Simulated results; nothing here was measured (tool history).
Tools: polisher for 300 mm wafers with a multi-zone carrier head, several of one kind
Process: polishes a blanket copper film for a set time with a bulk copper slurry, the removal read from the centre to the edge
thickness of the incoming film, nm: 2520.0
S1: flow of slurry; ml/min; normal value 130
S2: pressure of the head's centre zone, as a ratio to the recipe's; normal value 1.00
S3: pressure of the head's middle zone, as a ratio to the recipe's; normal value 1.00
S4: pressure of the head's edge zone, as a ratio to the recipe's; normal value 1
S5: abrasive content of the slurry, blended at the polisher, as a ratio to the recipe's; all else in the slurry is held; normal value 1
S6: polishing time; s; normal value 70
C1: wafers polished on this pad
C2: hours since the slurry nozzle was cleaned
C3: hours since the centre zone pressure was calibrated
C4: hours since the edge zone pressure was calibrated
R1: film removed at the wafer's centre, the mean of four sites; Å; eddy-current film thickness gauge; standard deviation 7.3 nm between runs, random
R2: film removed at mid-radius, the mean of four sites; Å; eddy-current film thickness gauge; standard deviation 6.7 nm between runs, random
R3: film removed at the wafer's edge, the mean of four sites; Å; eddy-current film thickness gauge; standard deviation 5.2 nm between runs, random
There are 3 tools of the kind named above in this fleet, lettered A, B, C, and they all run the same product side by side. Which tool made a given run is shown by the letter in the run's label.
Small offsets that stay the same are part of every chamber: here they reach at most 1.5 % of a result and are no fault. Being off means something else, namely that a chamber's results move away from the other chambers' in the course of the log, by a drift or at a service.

{"run": "1B", "hour": 5.1, "S1": 130, "S2": 1.0, "S3": 1.0, "S4": 1, "S5": 1, "S6": 70, "C1": 177, "C2": 315.5, "C3": 804.5, "C4": 240.9, "R1": 8112.6, "R2": 8186.3, "R3": 8069.4}
{"hour": 8.6, "done": "chamber C: edge zone pressure recalibrated"}
{"run": "2C", "hour": 9.7, "S1": 130, "S2": 1.0, "S3": 1.0, "S4": 1, "S5": 1, "S6": 70, "C1": 455, "C2": 65.7, "C3": 276.7, "C4": 1.1, "R1": 8149.5, "R2": 8020.2, "R3": 7984.0}
{"run": "3A", "hour": 12.7, "S1": 130, "S2": 1.0, "S3": 1.0, "S4": 1, "S5": 1, "S6": 70, "C1": 718, "C2": 258.1, "C3": 311.4, "C4": 1025.0, "R1": 8309.7, "R2": 8141.1, "R3": 8249.3}
{"run": "4A", "hour": 16.3, "S1": 130, "S2": 1.0, "S3": 1.0, "S4": 1, "S5": 1, "S6": 70, "C1": 760, "C2": 261.7, "C3": 315.0, "C4": 1028.6, "R1": 8237.3, "R2": 8032.7, "R3": 8231.5}
{"run": "5C", "hour": 21.3, "S1": 130, "S2": 1.0, "S3": 1.0, "S4": 1, "S5": 1, "S6": 70, "C1": 591, "C2": 77.3, "C3": 288.3, "C4": 12.7, "R1": 8101.5, "R2": 8087.8, "R3": 8021.4}
{"run": "6B", "hour": 25.4, "S1": 130, "S2": 1.0, "S3": 1.0, "S4": 1, "S5": 1, "S6": 70, "C1": 415, "C2": 335.8, "C3": 824.8, "C4": 261.2, "R1": 8226.4, "R2": 8165.8, "R3": 8087.1}
{"run": "7B", "hour": 30.4, "S1": 130, "S2": 1.0, "S3": 1.0, "S4": 1, "S5": 1, "S6": 70, "C1": 474, "C2": 340.8, "C3": 829.8, "C4": 266.2, "R1": 8115.5, "R2": 8225.5, "R3": 7974.6}
{"hour": 31.0, "done": "chamber A: worn pad replaced by a new one"}
{"run": "8C", "hour": 35.1, "S1": 130, "S2": 1.0, "S3": 1.0, "S4": 1, "S5": 1, "S6": 70, "C1": 753, "C2": 91.1, "C3": 302.1, "C4": 26.5, "R1": 8049.9, "R2": 8167.1, "R3": 8018.6}
{"hour": 39.2, "done": "chamber C: worn pad replaced by a new one"}
{"run": "9A", "hour": 39.7, "S1": 130, "S2": 1.0, "S3": 1.0, "S4": 1, "S5": 1, "S6": 54, "C1": 103, "C2": 285.1, "C3": 338.4, "C4": 1052.0, "R1": 6370.5, "R2": 6222.9, "R3": 6318.5}
{"run": "10B", "hour": 42.4, "S1": 130, "S2": 1.0, "S3": 1.0, "S4": 1, "S5": 1, "S6": 54, "C1": 614, "C2": 352.8, "C3": 841.8, "C4": 278.2, "R1": 6227.9, "R2": 6294.9, "R3": 6190.3}
{"hour": 44.9, "done": "chamber B: worn pad replaced by a new one"}
{"run": "11A", "hour": 45.7, "S1": 130, "S2": 1.0, "S3": 1.0, "S4": 1, "S5": 1, "S6": 54, "C1": 173, "C2": 291.1, "C3": 344.4, "C4": 1058.0, "R1": 6315.0, "R2": 6205.7, "R3": 6285.3}
{"run": "12C", "hour": 50.3, "S1": 105, "S2": 0.96, "S3": 1.0, "S4": 1, "S5": 1, "S6": 70, "C1": 130, "C2": 106.3, "C3": 317.3, "C4": 41.7, "R1": 7156.1, "R2": 7733.7, "R3": 7756.1}
{"run": "13A", "hour": 53.7, "S1": 105, "S2": 0.96, "S3": 1.0, "S4": 1, "S5": 1, "S6": 70, "C1": 267, "C2": 299.1, "C3": 352.4, "C4": 1066.0, "R1": 7454.6, "R2": 7767.6, "R3": 7813.3}
{"run": "14C", "hour": 57.7, "S1": 105, "S2": 0.96, "S3": 1.0, "S4": 1, "S5": 1, "S6": 70, "C1": 217, "C2": 113.7, "C3": 324.7, "C4": 49.1, "R1": 7278.2, "R2": 7719.7, "R3": 7761.7}
{"run": "15B", "hour": 62.2, "S1": 130, "S2": 1.0, "S3": 1.0, "S4": 1, "S5": 1, "S6": 70, "C1": 203, "C2": 372.6, "C3": 861.6, "C4": 298.0, "R1": 8168.8, "R2": 8084.9, "R3": 8116.1}
{"run": "16A", "hour": 66.8, "S1": 130, "S2": 1.0, "S3": 1.0, "S4": 1, "S5": 1, "S6": 70, "C1": 421, "C2": 312.2, "C3": 365.5, "C4": 1079.1, "R1": 8178.5, "R2": 8154.7, "R3": 8291.6}
{"run": "17C", "hour": 70.9, "S1": 130, "S2": 1.0, "S3": 1.0, "S4": 1, "S5": 1, "S6": 70, "C1": 372, "C2": 126.9, "C3": 337.9, "C4": 62.3, "R1": 8145.8, "R2": 7982.9, "R3": 7989.3}
{"run": "18B", "hour": 76.2, "S1": 130, "S2": 1.0, "S3": 1.0, "S4": 1, "S5": 1, "S6": 70, "C1": 368, "C2": 386.6, "C3": 875.6, "C4": 312.0, "R1": 8084.7, "R2": 8001.2, "R3": 8067.7}
{"run": "19A", "hour": 80.6, "S1": 130, "S2": 1.0, "S3": 1.0, "S4": 1, "S5": 1, "S6": 70, "C1": 583, "C2": 326.0, "C3": 379.3, "C4": 1092.9, "R1": 8299.6, "R2": 8198.9, "R3": 8264.2}
{"run": "20C", "hour": 83.1, "S1": 130, "S2": 1.0, "S3": 1.0, "S4": 1, "S5": 1, "S6": 70, "C1": 515, "C2": 139.1, "C3": 350.1, "C4": 74.5, "R1": 8109.5, "R2": 8072.2, "R3": 8052.1}
{"run": "21B", "hour": 88.1, "S1": 130, "S2": 1.0, "S3": 1.0, "S4": 1, "S5": 1, "S6": 70, "C1": 507, "C2": 398.5, "C3": 887.5, "C4": 323.9, "R1": 8237.9, "R2": 8144.1, "R3": 8127.0}
{"run": "22B", "hour": 91.9, "S1": 130, "S2": 1.0, "S3": 1.0, "S4": 1, "S5": 1, "S6": 70, "C1": 552, "C2": 402.3, "C3": 891.3, "C4": 327.7, "R1": 8010.6, "R2": 8101.7, "R3": 8031.2}
{"run": "23C", "hour": 97.1, "S1": 130, "S2": 1.0, "S3": 1.0, "S4": 1, "S5": 1, "S6": 70, "C1": 679, "C2": 153.1, "C3": 364.1, "C4": 88.5, "R1": 8028.6, "R2": 8075.2, "R3": 7948.1}
{"hour": 98.0, "done": "chamber A: worn pad replaced by a new one"}
{"run": "24A", "hour": 100.0, "S1": 130, "S2": 1.0, "S3": 1.0, "S4": 1, "S5": 1, "S6": 70, "C1": 23, "C2": 345.4, "C3": 398.7, "C4": 1112.3, "R1": 8172.3, "R2": 8181.4, "R3": 8185.9}
{"hour": 101.0, "done": "chamber B: worn pad replaced by a new one"}
{"run": "25C", "hour": 102.9, "S1": 130, "S2": 1.0, "S3": 1.0, "S4": 1, "S5": 1, "S6": 70, "C1": 747, "C2": 158.9, "C3": 369.9, "C4": 94.3, "R1": 8154.6, "R2": 7986.5, "R3": 7920.9}
{"hour": 105.4, "done": "chamber C: worn pad replaced by a new one"}
{"run": "26B", "hour": 106.8, "S1": 130, "S2": 1.0, "S3": 1.0, "S4": 1, "S5": 1, "S6": 70, "C1": 68, "C2": 417.2, "C3": 906.2, "C4": 342.6, "R1": 8118.3, "R2": 8070.3, "R3": 8058.7}
{"run": "27A", "hour": 111.4, "S1": 130, "S2": 1.0, "S3": 1.0, "S4": 1, "S5": 1, "S6": 70, "C1": 157, "C2": 356.8, "C3": 410.1, "C4": 1123.7, "R1": 8171.1, "R2": 8131.2, "R3": 8197.8}
{"run": "28C", "hour": 114.2, "S1": 130, "S2": 1.0, "S3": 1.0, "S4": 1, "S5": 1, "S6": 70, "C1": 103, "C2": 170.2, "C3": 381.2, "C4": 105.6, "R1": 8071.2, "R2": 8170.4, "R3": 8132.3}
{"run": "29A", "hour": 119.3, "S1": 130, "S2": 1.0, "S3": 0.91, "S4": 1, "S5": 1, "S6": 52, "C1": 250, "C2": 364.7, "C3": 418.0, "C4": 1131.6, "R1": 6058.0, "R2": 5588.1, "R3": 6095.3}
{"run": "30B", "hour": 124.3, "S1": 130, "S2": 1.0, "S3": 0.91, "S4": 1, "S5": 1, "S6": 52, "C1": 273, "C2": 434.7, "C3": 923.7, "C4": 360.1, "R1": 5994.4, "R2": 5513.7, "R3": 6020.5}
{"run": "31B", "hour": 129.0, "S1": 130, "S2": 1.0, "S3": 0.91, "S4": 1, "S5": 1, "S6": 52, "C1": 328, "C2": 439.4, "C3": 928.4, "C4": 364.8, "R1": 6046.1, "R2": 5532.3, "R3": 6104.3}
{"run": "32C", "hour": 132.6, "S1": 130, "S2": 1.0, "S3": 1.0, "S4": 1, "S5": 1, "S6": 70, "C1": 319, "C2": 188.6, "C3": 399.6, "C4": 124.0, "R1": 8037.8, "R2": 8203.2, "R3": 8103.7}
{"run": "33A", "hour": 135.1, "S1": 145, "S2": 0.9, "S3": 1.0, "S4": 1, "S5": 1, "S6": 70, "C1": 435, "C2": 380.5, "C3": 433.8, "C4": 1147.4, "R1": 7522.0, "R2": 8298.0, "R3": 8358.0}
{"run": "34C", "hour": 138.1, "S1": 145, "S2": 0.9, "S3": 1.0, "S4": 1, "S5": 1, "S6": 70, "C1": 384, "C2": 194.1, "C3": 405.1, "C4": 129.5, "R1": 7316.6, "R2": 8178.1, "R3": 8207.7}
{"run": "35B", "hour": 143.2, "S1": 145, "S2": 0.9, "S3": 1.0, "S4": 1, "S5": 1, "S6": 70, "C1": 495, "C2": 453.6, "C3": 942.6, "C4": 379.0, "R1": 7381.6, "R2": 8334.0, "R3": 8092.8}
{"run": "36A", "hour": 147.9, "S1": 130, "S2": 1.0, "S3": 1.0, "S4": 1, "S5": 1, "S6": 70, "C1": 585, "C2": 393.3, "C3": 446.6, "C4": 1160.2, "R1": 8214.1, "R2": 8113.1, "R3": 8261.2}
{"hour": 152.1, "done": "chamber B: worn pad replaced by a new one"}
{"run": "37A", "hour": 153.0, "S1": 95, "S2": 1.0, "S3": 1.0, "S4": 1, "S5": 1, "S6": 70, "C1": 645, "C2": 398.4, "C3": 451.7, "C4": 1165.3, "R1": 7483.8, "R2": 7441.9, "R3": 7842.1}
{"run": "38B", "hour": 157.3, "S1": 95, "S2": 1.0, "S3": 1.0, "S4": 1, "S5": 1, "S6": 70, "C1": 61, "C2": 467.7, "C3": 956.7, "C4": 393.1, "R1": 7408.9, "R2": 7616.7, "R3": 7586.0}
{"run": "39C", "hour": 161.1, "S1": 95, "S2": 1.0, "S3": 1.0, "S4": 1, "S5": 1, "S6": 70, "C1": 654, "C2": 217.1, "C3": 428.1, "C4": 152.5, "R1": 7398.9, "R2": 7560.1, "R3": 7594.2}
{"run": "40B", "hour": 165.2, "S1": 130, "S2": 1.0, "S3": 1.0, "S4": 1, "S5": 1, "S6": 70, "C1": 154, "C2": 475.6, "C3": 964.6, "C4": 401.0, "R1": 8063.0, "R2": 8141.1, "R3": 8032.7}
{"run": "41A", "hour": 170.3, "S1": 130, "S2": 1.0, "S3": 1.0, "S4": 1, "S5": 1, "S6": 70, "C1": 848, "C2": 415.7, "C3": 469.0, "C4": 1182.6, "R1": 8099.7, "R2": 8137.6, "R3": 8260.8}
{"hour": 171.9, "done": "chamber C: worn pad replaced by a new one"}
{"run": "42C", "hour": 174.9, "S1": 130, "S2": 1.0, "S3": 1.0, "S4": 1, "S5": 1, "S6": 70, "C1": 35, "C2": 230.9, "C3": 441.9, "C4": 166.3, "R1": 8026.0, "R2": 8240.6, "R3": 7988.4}
{"run": "43B", "hour": 178.1, "S1": 130, "S2": 1.0, "S3": 1.0, "S4": 1, "S5": 1, "S6": 70, "C1": 305, "C2": 488.5, "C3": 977.5, "C4": 413.9, "R1": 8217.0, "R2": 8164.3, "R3": 8183.0}

For the next run the whole fleet of 3 chambers uses the same settings. Give each chamber's results:
{"run": "44A", "hour": 181.9, "S1": 130, "S2": 1.0, "S3": 1.0, "S4": 1, "S5": 1, "S6": 70, "R1": "?", "R2": "?", "R3": "?"}
{"run": "44B", "hour": 181.9, "S1": 130, "S2": 1.0, "S3": 1.0, "S4": 1, "S5": 1, "S6": 70, "R1": "?", "R2": "?", "R3": "?"}
{"run": "44C", "hour": 181.9, "S1": 130, "S2": 1.0, "S3": 1.0, "S4": 1, "S5": 1, "S6": 70, "R1": "?", "R2": "?", "R3": "?"}

run=44A R1=8087.7 R2=8150.0 R3=8150.3
run=44B R1=8140.4 R2=8099.7 R3=8043.4
run=44C R1=8075.9 R2=8113.5 R3=8010.5
